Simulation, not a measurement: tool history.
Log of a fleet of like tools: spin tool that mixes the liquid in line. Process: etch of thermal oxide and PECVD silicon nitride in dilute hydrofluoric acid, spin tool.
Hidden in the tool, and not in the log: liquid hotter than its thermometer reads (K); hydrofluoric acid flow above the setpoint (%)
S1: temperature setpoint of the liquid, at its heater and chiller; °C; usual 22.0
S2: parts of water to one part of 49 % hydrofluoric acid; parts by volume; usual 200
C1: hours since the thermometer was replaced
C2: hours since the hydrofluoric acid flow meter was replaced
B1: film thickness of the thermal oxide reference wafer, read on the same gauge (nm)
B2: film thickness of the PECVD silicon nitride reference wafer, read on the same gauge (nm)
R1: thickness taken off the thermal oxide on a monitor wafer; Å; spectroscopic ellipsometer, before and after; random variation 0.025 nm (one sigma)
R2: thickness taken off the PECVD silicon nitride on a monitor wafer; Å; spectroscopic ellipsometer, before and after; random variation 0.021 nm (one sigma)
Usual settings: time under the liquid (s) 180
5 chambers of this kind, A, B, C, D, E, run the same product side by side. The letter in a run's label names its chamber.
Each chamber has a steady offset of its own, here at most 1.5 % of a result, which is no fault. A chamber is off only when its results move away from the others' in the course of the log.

{"run": "1D", "day": 0.404, "S1": 22.0, "S2": 200, "time under the liquid (s)": 180, "C1": 580.8, "C2": 2079.7, "B1": 49.994, "B2": 79.99, "R1": 36.886, "R2": 18.176}
{"run": "2B", "day": 0.717, "S1": 22.0, "S2": 200, "time under the liquid (s)": 180, "C1": 1569.4, "C2": 260.8, "B1": 49.988, "B2": 79.995, "R1": 36.994, "R2": 17.894}
{"run": "3A", "day": 0.971, "S1": 22.0, "S2": 200, "time under the liquid (s)": 180, "C1": 1065.7, "C2": 1306.2, "B1": 49.986, "B2": 80.017, "R1": 37.054, "R2": 18.343}
{"run": "4E", "day": 1.229, "S1": 22.0, "S2": 200, "time under the liquid (s)": 180, "C1": 2034.4, "C2": 1279.8, "B1": 49.981, "B2": 79.997, "R1": 37.272, "R2": 18.1}
{"run": "5C", "day": 1.471, "S1": 22.0, "S2": 200, "time under the liquid (s)": 180, "C1": 1354.3, "C2": 606.5, "B1": 50.0, "B2": 80.001, "R1": 37.485, "R2": 18.066}
{"run": "6E", "day": 1.933, "S1": 22.0, "S2": 200, "time under the liquid (s)": 180, "C1": 2051.3, "C2": 1296.7, "B1": 50.01, "B2": 79.981, "R1": 36.935, "R2": 17.795}
{"run": "7A", "day": 2.179, "S1": 22.0, "S2": 200, "time under the liquid (s)": 180, "C1": 1094.7, "C2": 1335.2, "B1": 49.992, "B2": 79.993, "R1": 37.338, "R2": 18.491}
{"run": "8D", "day": 2.446, "S1": 22.0, "S2": 200, "time under the liquid (s)": 180, "C1": 629.8, "C2": 2128.7, "B1": 50.013, "B2": 80.002, "R1": 37.208, "R2": 18.432}
{"run": "9B", "day": 2.925, "S1": 22.0, "S2": 200, "time under the liquid (s)": 180, "C1": 1622.4, "C2": 313.8, "B1": 49.989, "B2": 79.987, "R1": 36.962, "R2": 18.419}
{"run": "10C", "day": 3.288, "S1": 22.0, "S2": 200, "time under the liquid (s)": 180, "C1": 1397.9, "C2": 650.1, "B1": 50.011, "B2": 79.998, "R1": 37.408, "R2": 18.213}
{"run": "11B", "day": 3.7, "S1": 22.0, "S2": 200, "time under the liquid (s)": 120, "C1": 1641.0, "C2": 332.4, "B1": 49.98, "B2": 80.015, "R1": 24.957, "R2": 12.011}
{"run": "12A", "day": 3.946, "S1": 22.0, "S2": 200, "time under the liquid (s)": 120, "C1": 1137.1, "C2": 1377.6, "B1": 49.992, "B2": 79.966, "R1": 24.725, "R2": 12.309}
{"run": "13E", "day": 4.212, "S1": 22.0, "S2": 200, "time under the liquid (s)": 120, "C1": 2106.0, "C2": 1351.4, "B1": 49.999, "B2": 79.954, "R1": 24.465, "R2": 12.019}
{"run": "14C", "day": 4.488, "S1": 22.0, "S2": 200, "time under the liquid (s)": 120, "C1": 1426.7, "C2": 678.9, "B1": 49.992, "B2": 79.972, "R1": 24.842, "R2": 12.047}
{"run": "15D", "day": 4.738, "S1": 22.0, "S2": 200, "time under the liquid (s)": 120, "C1": 684.8, "C2": 2183.7, "B1": 49.995, "B2": 80.007, "R1": 24.531, "R2": 12.01}
{"day": 5.038, "done": "chamber D: hydrofluoric acid flow meter replaced"}
{"run": "16C", "day": 5.1, "S1": 19.5, "S2": 285, "time under the liquid (s)": 180, "C1": 1441.4, "C2": 693.6, "B1": 50.009, "B2": 79.982, "R1": 21.904, "R2": 11.142}
{"run": "17D", "day": 5.479, "S1": 19.5, "S2": 285, "time under the liquid (s)": 180, "C1": 702.6, "C2": 10.6, "B1": 49.997, "B2": 79.999, "R1": 21.72, "R2": 11.178}
{"run": "18B", "day": 5.929, "S1": 19.5, "S2": 285, "time under the liquid (s)": 180, "C1": 1694.5, "C2": 385.9, "B1": 49.986, "B2": 80.007, "R1": 21.93, "R2": 10.826}
{"run": "19E", "day": 6.358, "S1": 19.5, "S2": 285, "time under the liquid (s)": 180, "C1": 2157.5, "C2": 1402.9, "B1": 50.006, "B2": 79.999, "R1": 21.829, "R2": 10.874}
{"day": 6.421, "done": "chamber A: hydrofluoric acid flow meter replaced"}
{"run": "20A", "day": 6.612, "S1": 19.5, "S2": 285, "time under the liquid (s)": 180, "C1": 1201.1, "C2": 4.6, "B1": 50.005, "B2": 79.96, "R1": 21.56, "R2": 11.344}
{"run": "21E", "day": 6.938, "S1": 22.0, "S2": 200, "time under the liquid (s)": 180, "C1": 2171.4, "C2": 1416.8, "B1": 49.975, "B2": 80.013, "R1": 36.848, "R2": 17.933}
{"run": "22D", "day": 7.175, "S1": 22.0, "S2": 200, "time under the liquid (s)": 180, "C1": 743.3, "C2": 51.3, "B1": 50.011, "B2": 79.989, "R1": 37.081, "R2": 18.015}
{"run": "23C", "day": 7.404, "S1": 22.0, "S2": 200, "time under the liquid (s)": 180, "C1": 1496.7, "C2": 748.9, "B1": 49.993, "B2": 80.004, "R1": 37.19, "R2": 18.061}
{"run": "24B", "day": 7.792, "S1": 22.0, "S2": 200, "time under the liquid (s)": 180, "C1": 1739.2, "C2": 430.6, "B1": 49.981, "B2": 80.012, "R1": 37.401, "R2": 18.085}
{"run": "25A", "day": 8.108, "S1": 22.0, "S2": 200, "time under the liquid (s)": 180, "C1": 1237.0, "C2": 40.5, "B1": 50.003, "B2": 80.035, "R1": 37.028, "R2": 18.427}
{"run": "26C", "day": 8.542, "S1": 22.0, "S2": 200, "time under the liquid (s)": 180, "C1": 1524.0, "C2": 776.2, "B1": 49.988, "B2": 79.998, "R1": 36.868, "R2": 18.616}
{"day": 8.921, "done": "chamber C: hydrofluoric acid flow meter replaced"}
{"run": "27D", "day": 9.025, "S1": 22.0, "S2": 200, "time under the liquid (s)": 180, "C1": 787.7, "C2": 95.7, "B1": 49.995, "B2": 80.044, "R1": 36.904, "R2": 18.413}
{"day": 9.108, "done": "chamber B: hydrofluoric acid flow meter replaced"}
{"run": "28B", "day": 9.338, "S1": 22.0, "S2": 200, "time under the liquid (s)": 180, "C1": 1776.3, "C2": 5.6, "B1": 49.997, "B2": 79.971, "R1": 37.085, "R2": 17.912}
{"run": "29E", "day": 9.562, "S1": 22.0, "S2": 200, "time under the liquid (s)": 180, "C1": 2234.4, "C2": 1479.8, "B1": 50.028, "B2": 80.002, "R1": 36.772, "R2": 17.83}
{"run": "30A", "day": 9.938, "S1": 22.0, "S2": 200, "time under the liquid (s)": 180, "C1": 1280.9, "C2": 84.4, "B1": 49.994, "B2": 80.003, "R1": 37.306, "R2": 18.583}
{"run": "31A", "day": 10.362, "S1": 22.0, "S2": 200, "time under the liquid (s)": 180, "C1": 1291.1, "C2": 94.6, "B1": 49.987, "B2": 80.022, "R1": 36.767, "R2": 18.201}
{"run": "32B", "day": 10.629, "S1": 22.0, "S2": 200, "time under the liquid (s)": 180, "C1": 1807.3, "C2": 36.6, "B1": 50.003, "B2": 79.963, "R1": 37.407, "R2": 18.321}
{"run": "33D", "day": 10.95, "S1": 22.0, "S2": 200, "time under the liquid (s)": 180, "C1": 833.9, "C2": 141.9, "B1": 49.995, "B2": 79.97, "R1": 36.902, "R2": 17.881}
{"run": "34E", "day": 11.246, "S1": 22.0, "S2": 200, "time under the liquid (s)": 180, "C1": 2274.8, "C2": 1520.2, "B1": 50.006, "B2": 79.992, "R1": 37.255, "R2": 17.699}
{"run": "35C", "day": 11.542, "S1": 22.0, "S2": 200, "time under the liquid (s)": 180, "C1": 1596.0, "C2": 62.9, "B1": 50.003, "B2": 80.013, "R1": 37.255, "R2": 17.998}

What goes on in this fleet: one chamber off, a drifting gauge, or nothing beyond the chambers' own small offsets? Name the chamber and the cause, if any.

No chamber stands off beyond its own small offset, and the gauge holds steady.

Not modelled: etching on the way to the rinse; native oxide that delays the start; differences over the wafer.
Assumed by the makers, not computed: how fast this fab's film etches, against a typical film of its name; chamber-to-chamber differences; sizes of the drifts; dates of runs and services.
